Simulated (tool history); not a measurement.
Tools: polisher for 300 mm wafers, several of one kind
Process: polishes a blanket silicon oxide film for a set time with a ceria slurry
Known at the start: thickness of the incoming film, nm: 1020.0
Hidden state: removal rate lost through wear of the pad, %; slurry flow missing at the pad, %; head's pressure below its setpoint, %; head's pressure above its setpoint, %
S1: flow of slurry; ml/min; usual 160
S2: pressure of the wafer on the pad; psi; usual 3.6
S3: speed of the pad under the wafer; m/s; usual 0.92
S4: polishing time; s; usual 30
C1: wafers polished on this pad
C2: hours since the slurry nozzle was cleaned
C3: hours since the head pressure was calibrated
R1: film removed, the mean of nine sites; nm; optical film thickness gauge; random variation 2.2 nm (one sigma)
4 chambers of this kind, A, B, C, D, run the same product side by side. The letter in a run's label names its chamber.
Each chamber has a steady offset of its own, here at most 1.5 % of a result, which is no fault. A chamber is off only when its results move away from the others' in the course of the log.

{"hour": 1.5, "done": "chamber A: head pressure recalibrated"}
{"run": "1A", "hour": 3.7, "S1": 160, "S2": 3.6, "S3": 0.92, "S4": 30, "C1": 270, "C2": 577.7, "C3": 2.2, "R1": 151.38}
{"run": "2C", "hour": 8.6, "S1": 160, "S2": 3.6, "S3": 0.92, "S4": 30, "C1": 422, "C2": 173.9, "C3": 804.5, "R1": 150.9}
{"run": "3D", "hour": 13.5, "S1": 160, "S2": 3.6, "S3": 0.92, "S4": 30, "C1": 212, "C2": 455.7, "C3": 1543.3, "R1": 151.82}
{"hour": 15.8, "done": "chamber C: worn pad replaced by a new one"}
{"hour": 16.9, "done": "chamber B: worn pad replaced by a new one"}
{"run": "4B", "hour": 17.7, "S1": 160, "S2": 3.6, "S3": 0.92, "S4": 30, "C1": 10, "C2": 353.6, "C3": 328, "R1": 150.47}
{"run": "5A", "hour": 21.5, "S1": 160, "S2": 3.6, "S3": 0.66, "S4": 30, "C1": 481, "C2": 595.5, "C3": 20, "R1": 107.49}
{"run": "6C", "hour": 24.8, "S1": 160, "S2": 3.6, "S3": 0.66, "S4": 30, "C1": 107, "C2": 190.1, "C3": 820.7, "R1": 108.61}
{"hour": 26.1, "done": "chamber D: head pressure recalibrated"}
{"run": "7B", "hour": 28.7, "S1": 160, "S2": 3.6, "S3": 0.66, "S4": 30, "C1": 140, "C2": 364.6, "C3": 339, "R1": 105.97}
{"run": "8D", "hour": 31.8, "S1": 160, "S2": 3.6, "S3": 0.66, "S4": 30, "C1": 429, "C2": 474, "C3": 5.7, "R1": 105.11}
{"run": "9C", "hour": 35.1, "S1": 160, "S2": 3.6, "S3": 0.92, "S4": 30, "C1": 229, "C2": 200.4, "C3": 831, "R1": 146.98}
{"run": "10A", "hour": 39.8, "S1": 160, "S2": 3.6, "S3": 0.92, "S4": 30, "C1": 698, "C2": 613.8, "C3": 38.3, "R1": 150.07}
{"run": "11B", "hour": 44.1, "S1": 160, "S2": 3.6, "S3": 0.92, "S4": 30, "C1": 323, "C2": 380, "C3": 354.4, "R1": 145.84}
{"run": "12D", "hour": 46.8, "S1": 160, "S2": 3.6, "S3": 0.92, "S4": 30, "C1": 607, "C2": 489, "C3": 20.7, "R1": 147.79}
{"hour": 49.2, "done": "chamber A: worn pad replaced by a new one"}
{"run": "13A", "hour": 50.8, "S1": 120, "S2": 2.5, "S3": 0.92, "S4": 30, "C1": 19, "C2": 624.8, "C3": 49.3, "R1": 99.136}
{"run": "14C", "hour": 55.4, "S1": 120, "S2": 2.5, "S3": 0.92, "S4": 30, "C1": 470, "C2": 220.7, "C3": 851.3, "R1": 99.316}
{"hour": 57.0, "done": "chamber C: worn pad replaced by a new one"}
{"run": "15B", "hour": 59.0, "S1": 120, "S2": 2.5, "S3": 0.92, "S4": 30, "C1": 500, "C2": 394.9, "C3": 369.3, "R1": 97.121}
{"run": "16D", "hour": 62.7, "S1": 120, "S2": 2.5, "S3": 0.92, "S4": 30, "C1": 795, "C2": 504.9, "C3": 36.6, "R1": 95.89}
{"run": "17A", "hour": 67.6, "S1": 160, "S2": 3.6, "S3": 0.92, "S4": 30, "C1": 218, "C2": 641.6, "C3": 66.1, "R1": 150.99}
{"run": "18C", "hour": 72.4, "S1": 115, "S2": 3.6, "S3": 0.92, "S4": 22, "C1": 183, "C2": 237.7, "C3": 868.3, "R1": 104.48}
{"run": "19D", "hour": 77.4, "S1": 115, "S2": 3.6, "S3": 0.92, "S4": 22, "C1": 969, "C2": 519.6, "C3": 51.3, "R1": 101.79}
{"run": "20B", "hour": 82.3, "S1": 115, "S2": 3.6, "S3": 0.92, "S4": 22, "C1": 776, "C2": 418.2, "C3": 392.6, "R1": 101.83}
{"run": "21A", "hour": 85.3, "S1": 115, "S2": 3.6, "S3": 0.92, "S4": 22, "C1": 428, "C2": 659.3, "C3": 83.8, "R1": 102.78}
{"hour": 87.0, "done": "chamber D: worn pad replaced by a new one"}
{"run": "22D", "hour": 89.7, "S1": 160, "S2": 3.6, "S3": 0.92, "S4": 30, "C1": 32, "C2": 531.9, "C3": 63.6, "R1": 149.25}
{"run": "23B", "hour": 93.5, "S1": 160, "S2": 3.6, "S3": 0.92, "S4": 30, "C1": 909, "C2": 429.4, "C3": 403.8, "R1": 149.84}
{"hour": 93.6, "done": "chamber C: head pressure recalibrated"}
{"run": "24C", "hour": 96.4, "S1": 160, "S2": 3.6, "S3": 0.92, "S4": 30, "C1": 467, "C2": 261.7, "C3": 2.9, "R1": 148.1}
{"hour": 96.6, "done": "chamber D: slurry nozzle cleaned"}
{"hour": 100.5, "done": "chamber C: worn pad replaced by a new one"}
{"run": "25D", "hour": 101.0, "S1": 160, "S2": 3.6, "S3": 0.8, "S4": 30, "C1": 166, "C2": 4.4, "C3": 74.9, "R1": 130.78}
{"hour": 103.8, "done": "chamber B: worn pad replaced by a new one"}
{"run": "26A", "hour": 105.8, "S1": 160, "S2": 3.6, "S3": 0.8, "S4": 30, "C1": 671, "C2": 679.8, "C3": 104.3, "R1": 132.33}
{"run": "27B", "hour": 110.4, "S1": 160, "S2": 3.6, "S3": 0.8, "S4": 30, "C1": 79, "C2": 446.3, "C3": 420.7, "R1": 128.78}
{"run": "28C", "hour": 113.5, "S1": 160, "S2": 3.6, "S3": 0.8, "S4": 30, "C1": 154, "C2": 278.8, "C3": 20, "R1": 129.05}
{"hour": 115.1, "done": "chamber A: worn pad replaced by a new one"}
{"run": "29A", "hour": 118.3, "S1": 160, "S2": 3.6, "S3": 0.92, "S4": 30, "C1": 38, "C2": 692.3, "C3": 116.8, "R1": 149.91}
{"run": "30D", "hour": 121.3, "S1": 200, "S2": 3.6, "S3": 0.92, "S4": 23, "C1": 407, "C2": 24.7, "C3": 95.2, "R1": 119.68}
{"run": "31C", "hour": 126.3, "S1": 200, "S2": 3.6, "S3": 0.92, "S4": 23, "C1": 306, "C2": 291.6, "C3": 32.8, "R1": 120.14}
{"run": "32B", "hour": 129.9, "S1": 200, "S2": 3.6, "S3": 0.92, "S4": 23, "C1": 310, "C2": 465.8, "C3": 440.2, "R1": 117.47}
{"run": "33A", "hour": 132.8, "S1": 200, "S2": 3.6, "S3": 0.92, "S4": 23, "C1": 210, "C2": 706.8, "C3": 131.3, "R1": 120.59}
{"run": "34B", "hour": 135.4, "S1": 160, "S2": 3.6, "S3": 0.92, "S4": 30, "C1": 375, "C2": 471.3, "C3": 445.7, "R1": 153}
{"run": "35D", "hour": 140.1, "S1": 160, "S2": 2.8, "S3": 0.92, "S4": 38, "C1": 630, "C2": 43.5, "C3": 114, "R1": 146.08}
{"hour": 144.1, "done": "chamber B: slurry nozzle cleaned"}
{"run": "36C", "hour": 145.0, "S1": 160, "S2": 2.8, "S3": 0.92, "S4": 38, "C1": 528, "C2": 310.3, "C3": 51.5, "R1": 148.45}
{"run": "37C", "hour": 150.1, "S1": 160, "S2": 2.8, "S3": 0.92, "S4": 38, "C1": 588, "C2": 315.4, "C3": 56.6, "R1": 149.8}
{"run": "38A", "hour": 153.9, "S1": 160, "S2": 2.8, "S3": 0.92, "S4": 38, "C1": 461, "C2": 727.9, "C3": 152.4, "R1": 149.35}
{"run": "39B", "hour": 159.0, "S1": 160, "S2": 3.6, "S3": 0.92, "S4": 30, "C1": 655, "C2": 15, "C3": 469.3, "R1": 151.68}
{"run": "40D", "hour": 161.9, "S1": 160, "S2": 3.6, "S3": 0.92, "S4": 30, "C1": 888, "C2": 65.3, "C3": 135.8, "R1": 154}
{"run": "41A", "hour": 167.2, "S1": 160, "S2": 3.6, "S3": 0.92, "S4": 30, "C1": 618, "C2": 741.2, "C3": 165.7, "R1": 150.52}
{"hour": 167.4, "done": "chamber D: worn pad replaced by a new one"}
{"run": "42D", "hour": 169.7, "S1": 160, "S2": 3.6, "S3": 0.92, "S4": 30, "C1": 28, "C2": 73.1, "C3": 143.6, "R1": 150.42}

All 4 chambers run these settings next. Forecast each chamber's results:
{"run": "43A", "hour": 173.6, "S1": 115, "S2": 3.6, "S3": 0.92, "S4": 30, "R1": "?"}
{"run": "43B", "hour": 173.6, "S1": 115, "S2": 3.6, "S3": 0.92, "S4": 30, "R1": "?"}
{"run": "43C", "hour": 173.6, "S1": 115, "S2": 3.6, "S3": 0.92, "S4": 30, "R1": "?"}
{"run": "43D", "hour": 173.6, "S1": 115, "S2": 3.6, "S3": 0.92, "S4": 30, "R1": "?"}

run=43A R1=138.8
run=43B R1=141.59
run=43C R1=140.73
run=43D R1=138.82
